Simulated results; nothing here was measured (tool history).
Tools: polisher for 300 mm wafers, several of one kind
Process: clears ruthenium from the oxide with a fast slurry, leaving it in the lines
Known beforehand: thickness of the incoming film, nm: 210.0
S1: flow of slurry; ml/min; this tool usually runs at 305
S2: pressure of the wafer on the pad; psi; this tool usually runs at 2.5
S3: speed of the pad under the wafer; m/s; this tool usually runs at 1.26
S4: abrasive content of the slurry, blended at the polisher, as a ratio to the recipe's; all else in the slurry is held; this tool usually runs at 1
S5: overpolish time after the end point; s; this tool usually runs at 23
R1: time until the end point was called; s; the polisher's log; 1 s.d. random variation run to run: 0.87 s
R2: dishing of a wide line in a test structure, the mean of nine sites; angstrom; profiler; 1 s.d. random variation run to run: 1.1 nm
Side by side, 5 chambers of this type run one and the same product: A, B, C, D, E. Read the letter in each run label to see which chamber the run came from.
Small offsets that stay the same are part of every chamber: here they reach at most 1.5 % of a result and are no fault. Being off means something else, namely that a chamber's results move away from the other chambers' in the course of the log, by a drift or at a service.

run 1D hour=9.8 | S1=305 S2=2.5 S3=1.26 S4=1 S5=23 | R1=46.15 R2=766.56
-- hour=11.3 chamber C: slurry nozzle cleaned
-- hour=16.3 chamber D: worn pad replaced by a new one
-- hour=18.4 chamber B: slurry blender recalibrated
run 2B hour=21.1 | S1=305 S2=2.5 S3=1.26 S4=1 S5=23 | R1=45.588 R2=782.55
-- hour=24.3 chamber C: slurry blender recalibrated
-- hour=27.8 chamber A: worn pad replaced by a new one
run 3A hour=32.7 | S1=305 S2=2.5 S3=1.26 S4=1 S5=23 | R1=45.181 R2=785.72
-- hour=39.3 chamber A: slurry nozzle cleaned
run 4C hour=45.3 | S1=305 S2=2.5 S3=1.26 S4=1 S5=23 | R1=46.192 R2=771.51
-- hour=46.2 chamber B: worn pad replaced by a new one
-- hour=52.5 chamber E: slurry nozzle cleaned
run 5E hour=56 | S1=305 S2=2.5 S3=1.26 S4=1 S5=23 | R1=46.667 R2=766.38
-- hour=60.8 chamber C: worn pad replaced by a new one
run 6D hour=65.7 | S1=305 S2=2.5 S3=1.26 S4=1 S5=23 | R1=45.918 R2=768.97
run 7A hour=73.7 | S1=305 S2=2.5 S3=1.26 S4=1 S5=23 | R1=46.765 R2=764.98
run 8E hour=81.2 | S1=305 S2=2.5 S3=1.26 S4=1 S5=23 | R1=48.705 R2=765.89
-- hour=81.5 chamber E: worn pad replaced by a new one
-- hour=82.8 chamber E: slurry blender recalibrated
-- hour=85.8 chamber D: slurry nozzle cleaned
run 9B hour=88.5 | S1=305 S2=2.5 S3=1.26 S4=1 S5=23 | R1=47.992 R2=778.62
-- hour=95.1 chamber D: worn pad replaced by a new one
run 10C hour=99.8 | S1=305 S2=2.5 S3=1.26 S4=1 S5=23 | R1=47.011 R2=765.93
run 11B hour=107.7 | S1=305 S2=2.5 S3=1.26 S4=1 S5=23 | R1=45.503 R2=774.45
-- hour=113.2 chamber B: slurry nozzle cleaned
-- hour=114.9 chamber D: head pressure recalibrated
run 12A hour=116.6 | S1=305 S2=2.5 S3=1.26 S4=1 S5=10 | R1=46.535 R2=369.98
-- hour=125.7 chamber C: worn pad replaced by a new one
run 13D hour=126.7 | S1=305 S2=2.5 S3=1.26 S4=1 S5=10 | R1=45.978 R2=376.78
-- hour=129.2 chamber B: worn pad replaced by a new one
run 14C hour=134.1 | S1=305 S2=2.5 S3=1.26 S4=1 S5=10 | R1=48.029 R2=369.15
-- hour=134.6 chamber D: slurry blender recalibrated
-- hour=143.9 chamber A: worn pad replaced by a new one
run 15E hour=146.3 | S1=305 S2=2.5 S3=1.26 S4=1 S5=10 | R1=46.618 R2=378.7
-- hour=153.8 chamber E: worn pad replaced by a new one
run 16E hour=155.3 | S1=305 S2=2.5 S3=1.26 S4=1 S5=10 | R1=46.644 R2=374.03
run 17D hour=163 | S1=305 S2=2.5 S3=1.26 S4=1 S5=23 | R1=46.641 R2=760.6
-- hour=164.7 chamber D: worn pad replaced by a new one
run 18A hour=172.2 | S1=305 S2=2.5 S3=1.26 S4=1 S5=23 | R1=45.569 R2=769.75
run 19C hour=179.4 | S1=305 S2=2.5 S3=1.26 S4=1 S5=23 | R1=46.692 R2=749.59
run 20B hour=186.4 | S1=305 S2=2.5 S3=1.1 S4=0.85 S5=23 | R1=58.089 R2=663.78
-- hour=191.8 chamber C: worn pad replaced by a new one
-- hour=193.7 chamber E: slurry blender recalibrated
run 21C hour=195.8 | S1=305 S2=2.5 S3=1.1 S4=0.85 S5=23 | R1=56.925 R2=642.71
run 22A hour=203.4 | S1=305 S2=2.5 S3=1.1 S4=0.85 S5=23 | R1=56.602 R2=635.35
run 23E hour=212 | S1=305 S2=2.5 S3=1.1 S4=0.85 S5=23 | R1=58.222 R2=654.97
run 24B hour=220.2 | S1=305 S2=2.5 S3=1.1 S4=0.85 S5=23 | R1=57.177 R2=657.3
-- hour=220.4 chamber B: worn pad replaced by a new one
run 25D hour=230.4 | S1=305 S2=2.5 S3=1.26 S4=1 S5=23 | R1=46.628 R2=760.82
-- hour=230.9 chamber E: worn pad replaced by a new one
-- hour=235.7 chamber D: worn pad replaced by a new one
run 26E hour=239.4 | S1=305 S2=2.5 S3=1.26 S4=1 S5=23 | R1=46.057 R2=778.83
-- hour=244.3 chamber B: slurry blender recalibrated
run 27B hour=247.3 | S1=305 S2=2.5 S3=1.26 S4=1 S5=23 | R1=46.026 R2=786.53
-- hour=256.1 chamber C: worn pad replaced by a new one
-- hour=257 chamber A: worn pad replaced by a new one
run 28C hour=258.1 | S1=305 S2=2.5 S3=1.26 S4=1 S5=23 | R1=46.541 R2=764.43
run 29A hour=267.3 | S1=305 S2=2.5 S3=1.26 S4=1 S5=23 | R1=46.993 R2=765.16
-- hour=272.1 chamber A: head pressure recalibrated
run 30D hour=279.8 | S1=305 S2=2.5 S3=1.26 S4=1 S5=23 | R1=47.011 R2=759.34
-- hour=287 chamber A: slurry nozzle cleaned
run 31C hour=290.5 | S1=305 S2=2.5 S3=1.26 S4=1 S5=23 | R1=46.117 R2=764.12
run 32E hour=302.5 | S1=305 S2=2.5 S3=1.26 S4=1 S5=23 | R1=47.338 R2=779.67
run 33A hour=310 | S1=305 S2=2.5 S3=1.26 S4=1 S5=23 | R1=46.344 R2=756.91

All 5 chambers run these settings next. Forecast each chamber's results:
run 34A hour=319.2 | S1=305 S2=2.5 S3=1.26 S4=1 S5=23 | R1=? R2=?
run 34B hour=319.2 | S1=305 S2=2.5 S3=1.26 S4=1 S5=23 | R1=? R2=?
run 34C hour=319.2 | S1=305 S2=2.5 S3=1.26 S4=1 S5=23 | R1=? R2=?
run 34D hour=319.2 | S1=305 S2=2.5 S3=1.26 S4=1 S5=23 | R1=? R2=?
run 34E hour=319.2 | S1=305 S2=2.5 S3=1.26 S4=1 S5=23 | R1=? R2=?

run=34A R1=46.978 R2=751.16
run=34B R1=46.136 R2=784.27
run=34C R1=46.347 R2=770.98
run=34D R1=45.694 R2=779.34
run=34E R1=48.496 R2=767.47
